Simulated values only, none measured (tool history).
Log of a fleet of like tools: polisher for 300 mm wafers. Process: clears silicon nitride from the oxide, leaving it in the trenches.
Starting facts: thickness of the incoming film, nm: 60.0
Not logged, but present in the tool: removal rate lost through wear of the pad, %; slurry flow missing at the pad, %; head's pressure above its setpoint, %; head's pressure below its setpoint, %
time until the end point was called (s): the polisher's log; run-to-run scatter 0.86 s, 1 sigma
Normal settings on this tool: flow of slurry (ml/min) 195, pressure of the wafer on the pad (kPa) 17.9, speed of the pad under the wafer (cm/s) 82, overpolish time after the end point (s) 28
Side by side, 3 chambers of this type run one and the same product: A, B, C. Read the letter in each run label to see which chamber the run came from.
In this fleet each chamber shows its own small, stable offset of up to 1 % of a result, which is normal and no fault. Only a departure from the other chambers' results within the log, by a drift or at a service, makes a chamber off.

| run | day | flow of slurry (ml/min) | pressure of the wafer on the pad (kPa) | speed of the pad under the wafer (cm/s) | overpolish time after the end point (s) | wafers polished on this pad | hours since the slurry nozzle was cleaned | hours since the head pressure was calibrated | time until the end point was called (s) |
|---|---|---|---|---|---|---|---|---|---|
|  | 0.421 | chamber C: slurry nozzle cleaned |
| 1A | 0.575 | 195 | 17.9 | 82 | 28 | 213 | 281.4 | 1085.5 | 73.545 |
| 2C | 0.879 | 195 | 17.9 | 82 | 28 | 429 | 11.1 | 126.3 | 70.08 |
| 3B | 1.433 | 195 | 17.9 | 82 | 28 | 700 | 62.9 | 567.5 | 70.441 |
| 4C | 1.846 | 195 | 17.9 | 82 | 28 | 577 | 34.3 | 149.5 | 71.689 |
| 5B | 2.233 | 195 | 17.9 | 82 | 28 | 823 | 82.1 | 586.7 | 71.126 |
| 6A | 2.538 | 195 | 17.9 | 82 | 28 | 514 | 328.5 | 1132.6 | 72.539 |
| 7C | 2.788 | 195 | 17.9 | 68 | 28 | 721 | 56.9 | 172.1 | 87.639 |
|  | 3.146 | chamber A: worn pad replaced by a new one |
| 8B | 3.3 | 195 | 17.9 | 68 | 28 | 986 | 107.7 | 612.3 | 85.782 |
|  | 3.633 | chamber B: worn pad replaced by a new one |
| 9A | 3.721 | 195 | 17.9 | 68 | 28 | 88 | 356.9 | 1161 | 88.849 |
|  | 4.046 | chamber A: slurry nozzle cleaned |
| 10B | 4.175 | 265 | 22.8 | 82 | 28 | 83 | 128.7 | 633.3 | 55.892 |
| 11A | 4.567 | 265 | 22.8 | 82 | 28 | 217 | 12.5 | 1181.3 | 54.721 |
| 12C | 4.825 | 265 | 22.8 | 82 | 28 | 1033 | 105.8 | 221 | 56.811 |
|  | 5.183 | chamber C: worn pad replaced by a new one |
| 13B | 5.321 | 195 | 17.9 | 82 | 28 | 258 | 156.2 | 660.8 | 74.026 |
| 14A | 5.796 | 195 | 17.9 | 98 | 37 | 406 | 42 | 1210.8 | 60.318 |
| 15C | 6.1 | 195 | 17.9 | 98 | 37 | 140 | 136.4 | 251.6 | 59.846 |
| 16A | 6.354 | 195 | 17.9 | 98 | 37 | 491 | 55.4 | 1224.2 | 61.57 |
| 17B | 6.792 | 160 | 17.9 | 82 | 28 | 483 | 191.5 | 696.1 | 78.051 |
|  | 7.062 | chamber A: worn pad replaced by a new one |
| 18C | 7.104 | 160 | 17.9 | 82 | 28 | 294 | 160.5 | 275.7 | 74.693 |
| 19B | 7.396 | 160 | 17.9 | 82 | 28 | 576 | 206 | 710.6 | 81.063 |
| 20A | 7.696 | 195 | 17.9 | 82 | 28 | 96 | 87.6 | 1256.4 | 72.421 |
| 21C | 8.162 | 195 | 17.9 | 82 | 28 | 456 | 185.9 | 301.1 | 71.967 |
| 22A | 8.571 | 135 | 17.9 | 82 | 17 | 230 | 108.6 | 1277.4 | 77.582 |

Next, all 3 chambers run the settings below, one line each with question marks for the results. What does each chamber give?
| 23A | 8.983 | 195 | 17.9 | 82 | 28 |  |  |  | ? |
| 23B | 8.983 | 195 | 17.9 | 82 | 28 |  |  |  | ? |
| 23C | 8.983 | 195 | 17.9 | 82 | 28 |  |  |  | ? |

| run | time until the end point was called (s) |
|---|---|
| 23A | 71.965 |
| 23B | 80.358 |
| 23C | 72.961 |
